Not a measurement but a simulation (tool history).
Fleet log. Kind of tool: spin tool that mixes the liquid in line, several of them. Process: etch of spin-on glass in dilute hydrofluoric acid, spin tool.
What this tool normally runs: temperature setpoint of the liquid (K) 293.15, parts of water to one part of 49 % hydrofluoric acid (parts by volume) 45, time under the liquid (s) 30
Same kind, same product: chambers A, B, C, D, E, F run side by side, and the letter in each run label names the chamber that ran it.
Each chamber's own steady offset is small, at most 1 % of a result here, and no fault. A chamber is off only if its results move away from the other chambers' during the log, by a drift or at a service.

| run | hour | temperature setpoint of the liquid (K) | parts of water to one part of 49 % hydrofluoric acid (parts by volume) | time under the liquid (s) | read-back film thickness of the spin-on glass reference wafer, read on the same gauge (nm) | thickness taken off the spin-on glass on a monitor wafer (nm) |
|---|---|---|---|---|---|---|
| 1A | 3.7 | 293.15 | 45 | 30 | 109.99 | 21.632 |
| 2B | 7 | 293.15 | 45 | 30 | 110 | 21.055 |
|  | 11.6 | chamber E: hydrofluoric acid flow meter replaced |
| 3F | 11.9 | 293.15 | 45 | 30 | 110 | 21.33 |
| 4D | 15.3 | 293.15 | 45 | 30 | 110.04 | 21.408 |
| 5C | 18.7 | 293.15 | 45 | 30 | 110.02 | 21.507 |
| 6E | 22.9 | 293.15 | 45 | 30 | 109.99 | 21.527 |
| 7F | 26.3 | 293.15 | 45 | 30 | 110.01 | 21.38 |
| 8B | 31.8 | 293.15 | 45 | 30 | 109.99 | 21.112 |
| 9A | 36.9 | 293.15 | 45 | 30 | 110.01 | 21.375 |
| 10C | 43.3 | 293.15 | 45 | 30 | 110 | 21.373 |
| 11D | 47.6 | 293.15 | 45 | 30 | 109.98 | 21.605 |
| 12E | 53.8 | 293.15 | 45 | 30 | 110 | 21.192 |
| 13A | 57 | 293.15 | 45 | 30 | 109.97 | 21.333 |
| 14B | 61.8 | 293.15 | 45 | 15 | 110.02 | 10.605 |
| 15E | 66.7 | 293.15 | 45 | 15 | 110 | 10.683 |
| 16C | 71.3 | 293.15 | 45 | 15 | 109.98 | 10.579 |
| 17D | 74.5 | 293.15 | 45 | 15 | 110.03 | 10.655 |
| 18F | 80.2 | 293.15 | 45 | 15 | 109.98 | 10.676 |
| 19A | 85.7 | 293.15 | 45 | 15 | 110.01 | 10.766 |
| 20B | 90.8 | 293.15 | 45 | 30 | 109.99 | 21.344 |
| 21C | 95.3 | 293.15 | 45 | 30 | 110.05 | 21.178 |
| 22E | 99.5 | 295.15 | 45 | 20 | 110 | 15.657 |
| 23F | 103.3 | 295.15 | 45 | 20 | 109.98 | 15.438 |
| 24D | 108 | 295.15 | 45 | 20 | 110.04 | 15.446 |
| 25F | 113.6 | 295.15 | 45 | 20 | 110 | 15.52 |
| 26D | 120.1 | 295.15 | 45 | 20 | 109.99 | 15.531 |
| 27C | 126.7 | 295.15 | 45 | 20 | 109.98 | 15.446 |
| 28B | 130.1 | 293.15 | 45 | 30 | 110.01 | 20.97 |
| 29E | 133 | 293.15 | 25 | 30 | 109.99 | 39.267 |
| 30A | 137.3 | 293.15 | 25 | 30 | 110.01 | 39.476 |
| 31B | 143.5 | 293.15 | 25 | 30 | 109.97 | 38.526 |
| 32E | 146.4 | 293.15 | 25 | 30 | 110.03 | 39.048 |
|  | 147.2 | chamber F: thermometer replaced |
| 33F | 152.9 | 293.15 | 25 | 30 | 110.03 | 38.994 |
| 34D | 156.6 | 293.15 | 25 | 30 | 109.97 | 39.493 |
| 35C | 159.9 | 293.15 | 45 | 30 | 110.03 | 21.329 |
| 36A | 164.3 | 293.15 | 45 | 30 | 110 | 21.217 |
| 37E | 169.8 | 293.15 | 45 | 30 | 109.95 | 21.487 |
| 38B | 174.5 | 293.15 | 45 | 30 | 110.02 | 21.212 |
| 39A | 177.9 | 293.15 | 45 | 30 | 110.01 | 21.404 |
| 40F | 183.7 | 293.15 | 45 | 30 | 109.99 | 21.227 |

Each of the 6 chambers runs these same settings next. Fill in every chamber's results:
| 41A | 188.3 | 295.65 | 45 | 30 |  | ? |
| 41B | 188.3 | 295.65 | 45 | 30 |  | ? |
| 41C | 188.3 | 295.65 | 45 | 30 |  | ? |
| 41D | 188.3 | 295.65 | 45 | 30 |  | ? |
| 41E | 188.3 | 295.65 | 45 | 30 |  | ? |
| 41F | 188.3 | 295.65 | 45 | 30 |  | ? |

| run | thickness taken off the spin-on glass on a monitor wafer (nm) |
|---|---|
| 41A | 23.835 |
| 41B | 23.373 |
| 41C | 23.791 |
| 41D | 23.747 |
| 41E | 23.962 |
| 41F | 23.615 |
